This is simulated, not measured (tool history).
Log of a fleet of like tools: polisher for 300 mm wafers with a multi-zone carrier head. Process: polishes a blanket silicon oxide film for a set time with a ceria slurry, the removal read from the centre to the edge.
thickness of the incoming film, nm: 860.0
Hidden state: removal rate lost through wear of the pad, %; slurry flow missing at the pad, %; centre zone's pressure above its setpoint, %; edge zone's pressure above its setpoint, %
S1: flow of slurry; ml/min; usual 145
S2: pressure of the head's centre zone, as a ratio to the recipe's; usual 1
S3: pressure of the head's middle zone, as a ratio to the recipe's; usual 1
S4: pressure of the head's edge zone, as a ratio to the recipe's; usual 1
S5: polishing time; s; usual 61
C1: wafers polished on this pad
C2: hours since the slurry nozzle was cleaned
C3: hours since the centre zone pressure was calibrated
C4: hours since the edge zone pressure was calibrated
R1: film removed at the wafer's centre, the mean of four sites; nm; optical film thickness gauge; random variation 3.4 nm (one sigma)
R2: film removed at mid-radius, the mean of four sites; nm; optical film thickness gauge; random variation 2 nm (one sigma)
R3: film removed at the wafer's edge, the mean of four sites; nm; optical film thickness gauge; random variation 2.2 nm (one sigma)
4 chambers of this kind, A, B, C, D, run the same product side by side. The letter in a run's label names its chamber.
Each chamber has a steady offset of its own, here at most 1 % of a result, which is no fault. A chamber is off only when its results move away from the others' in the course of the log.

run,hour,S1,S2,S3,S4,S5,C1,C2,C3,C4,R1,R2,R3
# hour 12: chamber D: worn pad replaced by a new one
1A,13.3,145,1,1,1,61,806,423.9,554.2,482.7,296.22,296.13,298.93
2D,26.8,145,1,1,1,61,157,97.9,178.5,1213.1,289.62,298.98,298.83
3C,37.9,145,1,1,1,61,524,466.7,694,855.1,296.71,295.1,295.27
4B,49.1,145,1,1,1,61,572,417,666.1,990.5,291.45,296.62,296.54
# hour 57.5: chamber A: worn pad replaced by a new one
5C,60.2,145,1,1,1,61,760,489,716.3,877.4,293.61,294.4,298.52
# hour 66.6: chamber B: edge zone pressure recalibrated
# hour 68.6: chamber B: worn pad replaced by a new one
6A,68.7,145,1,1,1,61,119,479.3,609.6,538.1,299.72,295.83,296.82
# hour 75.6: chamber A: edge zone pressure recalibrated
# hour 81.5: chamber C: worn pad replaced by a new one
7D,82.5,145,1,1,1,61,748,153.6,234.2,1268.8,288.39,296.08,301.4
8B,94.1,145,1,1,1,61,271,462,711.1,27.6,288.68,294.93,294.98
# hour 100.4: chamber D: worn pad replaced by a new one
9C,104.8,145,1,1.07,1,61,247,533.6,760.9,922,293.62,314.18,291.39
10B,119.1,145,1,1.07,1,61,536,487,736.1,52.6,292.66,313.2,293.71
11D,130.3,145,1,1.07,1,61,317,201.4,282,1316.6,291.49,312.93,299.49
# hour 135: chamber C: slurry nozzle cleaned
12A,136.8,145,1,1.07,1,61,842,547.4,677.7,61.3,291.65,313.58,295.02
13D,150.5,145,0.9,0.94,1,61,532,221.6,302.2,1336.8,260.15,282.6,295.47
# hour 151.8: chamber B: worn pad replaced by a new one
# hour 156.8: chamber C: worn pad replaced by a new one
# hour 160.5: chamber D: slurry nozzle cleaned
14A,163.9,145,0.9,0.94,1,61,1130,574.5,704.8,88.4,266.24,284.05,296.99
15C,174.9,145,0.9,0.94,1,61,192,39.9,831,992.1,267.43,280.94,290.46
# hour 181.2: chamber D: worn pad replaced by a new one
16B,189.4,145,0.9,0.94,1,61,399,557.3,806.4,122.9,264.61,282.86,298.46
# hour 196.8: chamber A: worn pad replaced by a new one
# hour 200.1: chamber D: edge zone pressure recalibrated
17D,203.9,145,1,1,1,61,241,43.5,355.6,3.9,286.68,297.59,297.29
18B,215,145,1,1.12,0.9,61,671,582.9,832,148.5,294.03,330.73,280.53
19A,222,145,1,1.12,0.9,61,268,632.6,762.9,146.5,294.63,325.97,279.71
# hour 231.8: chamber B: worn pad replaced by a new one
# hour 234.8: chamber D: centre zone pressure recalibrated
20C,235.4,145,1,1.12,0.9,61,834,100.4,891.5,1052.6,288.85,326.35,280.15
21B,246.5,145,1,1.12,0.9,61,156,614.4,863.5,180,290.47,326.92,276.1
# hour 251.8: chamber C: worn pad replaced by a new one
# hour 253.8: chamber D: worn pad replaced by a new one
22C,258,145,1,1,1,61,66,123,914.1,1075.2,294.7,293.35,291.67
23D,269.9,145,1,1,1,61,171,109.5,35.2,69.9,295.02,297.57,297.9
24A,283.1,145,1,1,1,61,916,693.7,824,207.6,293.44,297.79,296.72
25D,295.5,145,1,1,1,61,443,135.1,60.8,95.5,299.38,292.76,296.38
26C,309.2,145,1,1,1,61,610,174.2,965.3,1126.4,293.94,299.58,296.3
# hour 320: chamber A: worn pad replaced by a new one
27B,322,145,1,1,1,61,957,689.9,939,255.5,292.01,295.07,293.82
# hour 322.5: chamber B: worn pad replaced by a new one
# hour 332.1: chamber A: slurry nozzle cleaned
28A,333.1,145,1,1,1,61,139,1.1,874,257.6,293.66,294.42,298.2
# hour 335.5: chamber D: worn pad replaced by a new one
29C,342.6,145,1,1,1,61,964,207.6,998.7,1159.8,293.86,294.34,294.78
# hour 348: chamber C: worn pad replaced by a new one
30A,349.2,145,1,1,1,61,310,17.2,890.1,273.7,292.79,296.89,299.64
# hour 355: chamber C: edge zone pressure recalibrated
31B,356.2,145,1,0.89,1,61,358,724.1,973.2,289.7,290.98,265.3,292.73
# hour 357.8: chamber B: slurry nozzle cleaned
32D,367.5,145,1,0.89,1,61,339,207.1,132.8,167.5,295.32,263.81,297.14
33B,375.5,145,1,0.89,1,61,563,17.7,992.5,309,287.9,267.83,290.71
34C,390.1,145,1,0.89,1,61,447,255.1,1046.2,35.2,296.37,266.75,294.38
35A,397.3,100,1,1.05,1,61,820,65.3,938.2,321.8,266.22,278.93,281.57
36D,411.6,100,1,1.05,1,61,807,251.2,176.9,211.6,268.4,288.23,277.23
37C,419.1,100,1,1.05,1,61,755,284.1,1075.2,64.2,267.86,284.15,275.41

Is one chamber off against the others, does the gauge drift, or is nothing wrong? If a chamber is off, say which, and what the likeliest cause is.

No chamber stands off beyond its own small offset, and the gauge holds steady.
